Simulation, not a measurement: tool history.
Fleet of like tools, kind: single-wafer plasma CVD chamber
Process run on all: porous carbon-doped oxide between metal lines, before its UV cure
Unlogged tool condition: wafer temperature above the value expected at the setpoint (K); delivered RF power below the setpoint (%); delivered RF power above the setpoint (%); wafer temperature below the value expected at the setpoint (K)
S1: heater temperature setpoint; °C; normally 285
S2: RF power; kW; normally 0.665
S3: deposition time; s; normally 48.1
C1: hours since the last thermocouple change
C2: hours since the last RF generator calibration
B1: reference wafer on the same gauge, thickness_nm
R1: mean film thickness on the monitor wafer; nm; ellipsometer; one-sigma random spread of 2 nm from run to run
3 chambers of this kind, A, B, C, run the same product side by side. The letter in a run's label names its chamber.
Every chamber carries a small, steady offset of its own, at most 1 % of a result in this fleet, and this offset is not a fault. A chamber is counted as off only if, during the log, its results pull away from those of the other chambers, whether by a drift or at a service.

| run | hour | S1 | S2 | S3 | C1 | C2 | B1 | R1 |
|---|---|---|---|---|---|---|---|---|
| 1A | 16 | 285 | 0.665 | 48.1 | 272.8 | 756.6 | 277.14 | 335.38 |
| 2B | 30.6 | 285 | 0.665 | 48.1 | 1145.5 | 983.3 | 276.55 | 336.97 |
| 3C | 45 | 285 | 0.665 | 48.1 | 945.3 | 730.6 | 276.85 | 344.38 |
| 4A | 60.5 | 285 | 0.665 | 48.1 | 317.3 | 801.1 | 277.24 | 339.36 |
| 5B | 68.2 | 291 | 0.665 | 48.1 | 1183.1 | 1020.9 | 277.1 | 325.94 |
| 6C | 81.9 | 291 | 0.665 | 48.1 | 982.2 | 767.5 | 277.26 | 327.76 |
| 7B | 90.4 | 291 | 0.665 | 48.1 | 1205.3 | 1043.1 | 276.93 | 323.05 |
| 8C | 101.5 | 292 | 0.665 | 48.1 | 1001.8 | 787.1 | 277.1 | 328.93 |
| 9A | 112.3 | 292 | 0.665 | 48.1 | 369.1 | 852.9 | 277 | 325.35 |
| 10B | 127.2 | 292 | 0.665 | 48.1 | 1242.1 | 1079.9 | 277 | 323.19 |
| 11C | 135.2 | 285 | 0.665 | 48.1 | 1035.5 | 820.8 | 277.09 | 340.45 |
| 12A | 151.7 | 285 | 0.665 | 48.1 | 408.5 | 892.3 | 277.22 | 339.77 |
| 13B | 165.4 | 285 | 0.665 | 48.1 | 1280.3 | 1118.1 | 277.1 | 340.1 |
| 14A | 181.8 | 277 | 0.665 | 48.1 | 438.6 | 922.4 | 276.91 | 349.64 |
| 15C | 189.8 | 277 | 0.665 | 48.1 | 1090.1 | 875.4 | 276.88 | 360.18 |
| 16B | 204.8 | 277 | 0.665 | 48.1 | 1319.7 | 1157.5 | 276.78 | 355.39 |
| 17C | 218.1 | 285 | 0.665 | 48.1 | 1118.4 | 903.7 | 276.84 | 338.57 |
| 18A | 232 | 285 | 0.665 | 48.1 | 488.8 | 972.6 | 277.12 | 337.65 |
| 19A | 247 | 285 | 0.665 | 48.1 | 503.8 | 987.6 | 276.93 | 338.52 |
| 20C | 255.6 | 285 | 0.665 | 48.1 | 1155.9 | 941.2 | 276.93 | 342.1 |

Decide between three cases: one chamber stands off from its peers, the gauge reading all wafers drifts, or nothing is wrong past each chamber's small offset. Where a chamber is off, say which and what most likely put it there.

Nothing is wrong: each chamber keeps only its own small, steady offset and the gauge holds still.
